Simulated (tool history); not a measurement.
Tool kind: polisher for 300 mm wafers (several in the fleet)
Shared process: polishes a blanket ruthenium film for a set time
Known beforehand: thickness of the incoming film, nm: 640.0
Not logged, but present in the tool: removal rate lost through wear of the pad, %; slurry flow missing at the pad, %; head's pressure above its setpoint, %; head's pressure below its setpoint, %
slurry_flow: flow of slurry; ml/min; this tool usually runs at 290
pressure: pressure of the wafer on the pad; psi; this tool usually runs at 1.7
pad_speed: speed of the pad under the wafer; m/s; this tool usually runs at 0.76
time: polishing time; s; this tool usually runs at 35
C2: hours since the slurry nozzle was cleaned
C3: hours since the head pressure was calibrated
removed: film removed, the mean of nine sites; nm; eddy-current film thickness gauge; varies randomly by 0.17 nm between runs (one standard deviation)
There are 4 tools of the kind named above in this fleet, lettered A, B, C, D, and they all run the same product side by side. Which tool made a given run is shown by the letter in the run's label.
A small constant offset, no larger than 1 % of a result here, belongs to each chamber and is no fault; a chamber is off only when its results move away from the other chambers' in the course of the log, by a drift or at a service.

-- hour=2.0 chamber B: worn pad replaced by a new one
run 1C hour=9.4 | slurry_flow=290 pressure=1.7 pad_speed=0.76 time=35 | wafers_polished_on_this_pad=367 C2=244.5 C3=437.2 | removed=22.650
run 2A hour=15.9 | slurry_flow=290 pressure=1.7 pad_speed=0.76 time=35 | wafers_polished_on_this_pad=196 C2=156.1 C3=42.9 | removed=22.129
run 3B hour=22.3 | slurry_flow=290 pressure=1.7 pad_speed=0.76 time=35 | wafers_polished_on_this_pad=218 C2=462.2 C3=156.6 | removed=22.403
-- hour=29.4 chamber C: slurry nozzle cleaned
run 4D hour=34.1 | slurry_flow=290 pressure=1.7 pad_speed=0.76 time=35 | wafers_polished_on_this_pad=933 C2=177.4 C3=565.5 | removed=22.530
-- hour=35.3 chamber C: worn pad replaced by a new one
run 5D hour=45.2 | slurry_flow=290 pressure=1.7 pad_speed=0.76 time=35 | wafers_polished_on_this_pad=1052 C2=188.5 C3=576.6 | removed=22.101
-- hour=45.9 chamber B: worn pad replaced by a new one
run 6A hour=53.0 | slurry_flow=290 pressure=1.7 pad_speed=0.76 time=35 | wafers_polished_on_this_pad=595 C2=193.2 C3=80.0 | removed=22.575
-- hour=53.1 chamber D: worn pad replaced by a new one
run 7C hour=61.5 | slurry_flow=290 pressure=1.7 pad_speed=0.76 time=35 | wafers_polished_on_this_pad=281 C2=32.1 C3=489.3 | removed=22.403
-- hour=63.2 chamber A: slurry nozzle cleaned
run 8B hour=67.0 | slurry_flow=290 pressure=1.7 pad_speed=0.76 time=35 | wafers_polished_on_this_pad=227 C2=506.9 C3=201.3 | removed=22.401
-- hour=69.4 chamber A: worn pad replaced by a new one
run 9D hour=76.5 | slurry_flow=290 pressure=1.7 pad_speed=0.76 time=35 | wafers_polished_on_this_pad=251 C2=219.8 C3=607.9 | removed=22.410
run 10C hour=85.0 | slurry_flow=290 pressure=1.7 pad_speed=0.76 time=35 | wafers_polished_on_this_pad=534 C2=55.6 C3=512.8 | removed=22.652
run 11B hour=93.1 | slurry_flow=290 pressure=1.7 pad_speed=0.76 time=35 | wafers_polished_on_this_pad=507 C2=533.0 C3=227.4 | removed=22.500
-- hour=99.5 chamber B: worn pad replaced by a new one
run 12A hour=100.4 | slurry_flow=290 pressure=1.7 pad_speed=0.76 time=35 | wafers_polished_on_this_pad=333 C2=37.3 C3=127.4 | removed=22.350
-- hour=102.6 chamber C: worn pad replaced by a new one
run 13A hour=109.1 | slurry_flow=290 pressure=1.7 pad_speed=0.76 time=35 | wafers_polished_on_this_pad=426 C2=46.0 C3=136.1 | removed=22.235
run 14B hour=115.1 | slurry_flow=250 pressure=1.7 pad_speed=0.76 time=46 | wafers_polished_on_this_pad=167 C2=555.0 C3=249.4 | removed=28.957
run 15C hour=124.8 | slurry_flow=250 pressure=1.7 pad_speed=0.76 time=46 | wafers_polished_on_this_pad=239 C2=95.4 C3=552.6 | removed=29.252
run 16D hour=133.5 | slurry_flow=250 pressure=1.7 pad_speed=0.76 time=46 | wafers_polished_on_this_pad=864 C2=276.8 C3=664.9 | removed=28.996
-- hour=139.7 chamber A: worn pad replaced by a new one
run 17B hour=143.2 | slurry_flow=250 pressure=1.7 pad_speed=0.76 time=46 | wafers_polished_on_this_pad=469 C2=583.1 C3=277.5 | removed=28.760
-- hour=143.5 chamber B: worn pad replaced by a new one
run 18D hour=152.6 | slurry_flow=290 pressure=1.7 pad_speed=0.76 time=35 | wafers_polished_on_this_pad=1069 C2=295.9 C3=684.0 | removed=22.282
-- hour=156.1 chamber C: worn pad replaced by a new one
run 19A hour=164.6 | slurry_flow=225 pressure=1.7 pad_speed=0.76 time=41 | wafers_polished_on_this_pad=268 C2=101.5 C3=191.6 | removed=25.711
-- hour=165.9 chamber D: worn pad replaced by a new one
run 20C hour=172.9 | slurry_flow=225 pressure=1.7 pad_speed=0.76 time=41 | wafers_polished_on_this_pad=181 C2=143.5 C3=600.7 | removed=25.538
run 21A hour=182.7 | slurry_flow=225 pressure=1.7 pad_speed=0.76 time=41 | wafers_polished_on_this_pad=462 C2=119.6 C3=209.7 | removed=25.761
-- hour=187.2 chamber B: worn pad replaced by a new one
run 22B hour=191.3 | slurry_flow=225 pressure=1.7 pad_speed=0.76 time=41 | wafers_polished_on_this_pad=44 C2=631.2 C3=325.6 | removed=25.304
-- hour=199.7 chamber C: head pressure recalibrated
run 23C hour=203.2 | slurry_flow=200 pressure=1.4 pad_speed=0.76 time=35 | wafers_polished_on_this_pad=506 C2=173.8 C3=3.6 | removed=17.883
-- hour=208.4 chamber C: worn pad replaced by a new one
-- hour=208.7 chamber D: slurry nozzle cleaned
run 24D hour=212.9 | slurry_flow=200 pressure=1.4 pad_speed=0.76 time=35 | wafers_polished_on_this_pad=505 C2=4.2 C3=744.3 | removed=17.620
run 25C hour=220.8 | slurry_flow=200 pressure=1.4 pad_speed=0.76 time=35 | wafers_polished_on_this_pad=133 C2=191.4 C3=21.2 | removed=17.824

Each of the 4 chambers runs these same settings next. Fill in every chamber's results:
run 26A hour=229.7 | slurry_flow=290 pressure=1.9 pad_speed=0.76 time=35 | removed=?
run 26B hour=229.7 | slurry_flow=290 pressure=1.9 pad_speed=0.76 time=35 | removed=?
run 26C hour=229.7 | slurry_flow=290 pressure=1.9 pad_speed=0.76 time=35 | removed=?
run 26D hour=229.7 | slurry_flow=290 pressure=1.9 pad_speed=0.76 time=35 | removed=?

run=26A removed=25.163
run=26B removed=25.110
run=26C removed=25.487
run=26D removed=24.939
